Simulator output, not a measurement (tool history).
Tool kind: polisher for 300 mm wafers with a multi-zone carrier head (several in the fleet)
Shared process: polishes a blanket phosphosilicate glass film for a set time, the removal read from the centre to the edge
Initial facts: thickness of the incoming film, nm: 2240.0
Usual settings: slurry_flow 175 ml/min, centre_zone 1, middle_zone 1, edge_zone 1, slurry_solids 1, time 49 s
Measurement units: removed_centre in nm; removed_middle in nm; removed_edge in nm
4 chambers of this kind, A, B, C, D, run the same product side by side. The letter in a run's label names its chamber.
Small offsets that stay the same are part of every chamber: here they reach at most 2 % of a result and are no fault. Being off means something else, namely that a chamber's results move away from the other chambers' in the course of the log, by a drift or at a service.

| run | hour | slurry_flow | centre_zone | middle_zone | edge_zone | slurry_solids | time | wafers polished on this pad | hours since the slurry nozzle was cleaned | hours since the centre zone pressure was calibrated | hours since the edge zone pressure was calibrated | removed_centre | removed_middle | removed_edge |
|---|---|---|---|---|---|---|---|---|---|---|---|---|---|---|
| 1D | 4.4 | 175 | 1 | 1 | 1 | 1 | 49 | 559 | 407.7 | 548.7 | 60.4 | 421.09 | 439.36 | 424.47 |
| 2C | 11.5 | 175 | 1 | 1 | 1 | 1 | 49 | 486 | 476.9 | 634.2 | 340.4 | 437 | 441.87 | 441.17 |
|  | 12.4 | chamber C: slurry nozzle cleaned |
|  | 16.4 | chamber C: worn pad replaced by a new one |
| 3B | 18.6 | 175 | 1 | 1 | 1 | 1 | 49 | 1232 | 174.4 | 510.6 | 118.6 | 429.3 | 444.46 | 428.66 |
|  | 19.4 | chamber B: worn pad replaced by a new one |
| 4A | 23.5 | 175 | 1 | 1 | 1 | 1 | 49 | 535 | 265.9 | 874.7 | 1441.4 | 436.49 | 420.25 | 434.21 |
| 5D | 29 | 175 | 1 | 1 | 1 | 1 | 49 | 839 | 432.3 | 573.3 | 85 | 426.36 | 429.69 | 423.43 |
|  | 31.1 | chamber D: worn pad replaced by a new one |
| 6B | 36 | 175 | 1 | 1 | 1 | 1 | 49 | 189 | 191.8 | 528 | 136 | 425.3 | 438.16 | 435.38 |
| 7C | 40 | 175 | 1 | 1 | 1 | 1 | 49 | 269 | 27.7 | 662.7 | 368.9 | 442.2 | 426.89 | 443.51 |
|  | 41.7 | chamber A: centre zone pressure recalibrated |
| 8A | 43.9 | 225 | 1 | 1 | 1 | 1 | 49 | 767 | 286.3 | 2.3 | 1461.8 | 448.53 | 439.9 | 427.79 |
|  | 44.9 | chamber A: worn pad replaced by a new one |
| 9C | 47.9 | 225 | 1 | 1 | 1 | 1 | 49 | 359 | 35.6 | 670.6 | 376.8 | 454.35 | 444.91 | 446.11 |
| 10D | 52.6 | 225 | 1 | 1 | 1 | 1 | 49 | 245 | 455.9 | 596.9 | 108.6 | 444.79 | 453.42 | 456.59 |
| 11A | 56.3 | 225 | 1 | 1 | 1 | 1 | 49 | 130 | 298.7 | 14.7 | 1474.2 | 441.96 | 443.56 | 431.44 |
| 12B | 60.1 | 175 | 1 | 1 | 1 | 1 | 49 | 463 | 215.9 | 552.1 | 160.1 | 427.18 | 437.1 | 419.14 |
|  | 62.7 | chamber C: worn pad replaced by a new one |
| 13C | 66.1 | 175 | 1 | 1 | 1 | 1 | 49 | 39 | 53.8 | 688.8 | 395 | 439.55 | 430.96 | 435.59 |
| 14B | 70.8 | 175 | 1 | 1 | 1 | 1 | 49 | 585 | 226.6 | 562.8 | 170.8 | 425.27 | 432.95 | 433.62 |
| 15A | 76 | 175 | 1 | 1 | 1 | 1 | 49 | 355 | 318.4 | 34.4 | 1493.9 | 420.19 | 410.49 | 422.45 |
| 16D | 81.8 | 175 | 1 | 1 | 1 | 1 | 49 | 578 | 485.1 | 626.1 | 137.8 | 424.51 | 429.69 | 427.91 |
| 17B | 88.3 | 175 | 1 | 1 | 1 | 1 | 49 | 785 | 244.1 | 580.3 | 188.3 | 422.8 | 426.6 | 422.49 |
| 18A | 91.8 | 175 | 1 | 1 | 1.04 | 1 | 49 | 535 | 334.2 | 50.2 | 1509.7 | 415.14 | 410.25 | 421.22 |
| 19D | 96.6 | 175 | 1 | 1 | 1.04 | 1 | 49 | 746 | 499.9 | 640.9 | 152.6 | 429.62 | 442.24 | 437.45 |
| 20C | 102.9 | 175 | 1 | 1 | 1.04 | 1 | 49 | 458 | 90.6 | 725.6 | 431.8 | 435.95 | 430.13 | 436.3 |
|  | 107.3 | chamber D: worn pad replaced by a new one |
|  | 107.4 | chamber B: slurry nozzle cleaned |
| 21C | 110.1 | 175 | 1 | 1 | 1.04 | 1 | 49 | 540 | 97.8 | 732.8 | 439 | 429.63 | 427.09 | 459.4 |
|  | 112.4 | chamber A: worn pad replaced by a new one |
| 22B | 116.7 | 175 | 1 | 1 | 1 | 1 | 49 | 1108 | 9.4 | 608.7 | 216.7 | 433.13 | 427.58 | 430.44 |
| 23D | 120.8 | 175 | 1 | 1 | 1 | 1 | 49 | 154 | 524.1 | 665.1 | 176.8 | 423.58 | 438.2 | 437.15 |
| 24A | 126.2 | 200 | 1 | 1 | 1 | 1 | 49 | 157 | 368.6 | 84.6 | 1544.1 | 417.66 | 421.22 | 413.87 |

Decide between three cases: one chamber stands off from its peers, the gauge reading all wafers drifts, or nothing is wrong past each chamber's small offset. Where a chamber is off, say which and what most likely put it there.

One chamber, A, drifts off from the rest bit by bit.
Most likely cause: slurry flow missing at the pad, % = 30.5.

Below are 4 candidate recipes for chamber A's next run, each the usual settings with a change, their results shown as question marks. Which of them brings A's results back in line with what the other chambers give on the usual settings?
In line means no further than this from the other chambers' mean on the usual settings: removed_centre 13 nm; removed_middle 16 nm; removed_edge 20 nm
| 25A-1 | 131.9 | 170 | 1 | 0.99 | 1 | 1 | 46 |  |  |  |  | ? | ? | ? |
| 25A-2 | 131.9 | 180 | 1 | 1.01 | 1 | 1.05 | 54 |  |  |  |  | ? | ? | ? |
| 25A-3 | 131.9 | 170 | 0.99 | 0.98 | 1.01 | 0.95 | 45 |  |  |  |  | ? | ? | ? |
| 25A-4 | 131.9 | 180 | 1 | 1.01 | 1 | 1 | 52 |  |  |  |  | ? | ? | ? |

On the usual settings, the other chambers give on average: removed_centre 430.22 nm; removed_middle 432.15 nm; removed_edge 431.11 nm
| run | removed_centre | removed_middle | removed_edge |
|---|---|---|---|
| 25A-1 | 372.19 | 372.33 | 380.25 |
| 25A-2 | 453.31 | 461.03 | 460.27 |
| 25A-3 | 351.68 | 352.43 | 365.26 |
| 25A-4 | 427.09 | 434.37 | 433.65 |
It is 25A-4 that realigns the chamber with its peers.

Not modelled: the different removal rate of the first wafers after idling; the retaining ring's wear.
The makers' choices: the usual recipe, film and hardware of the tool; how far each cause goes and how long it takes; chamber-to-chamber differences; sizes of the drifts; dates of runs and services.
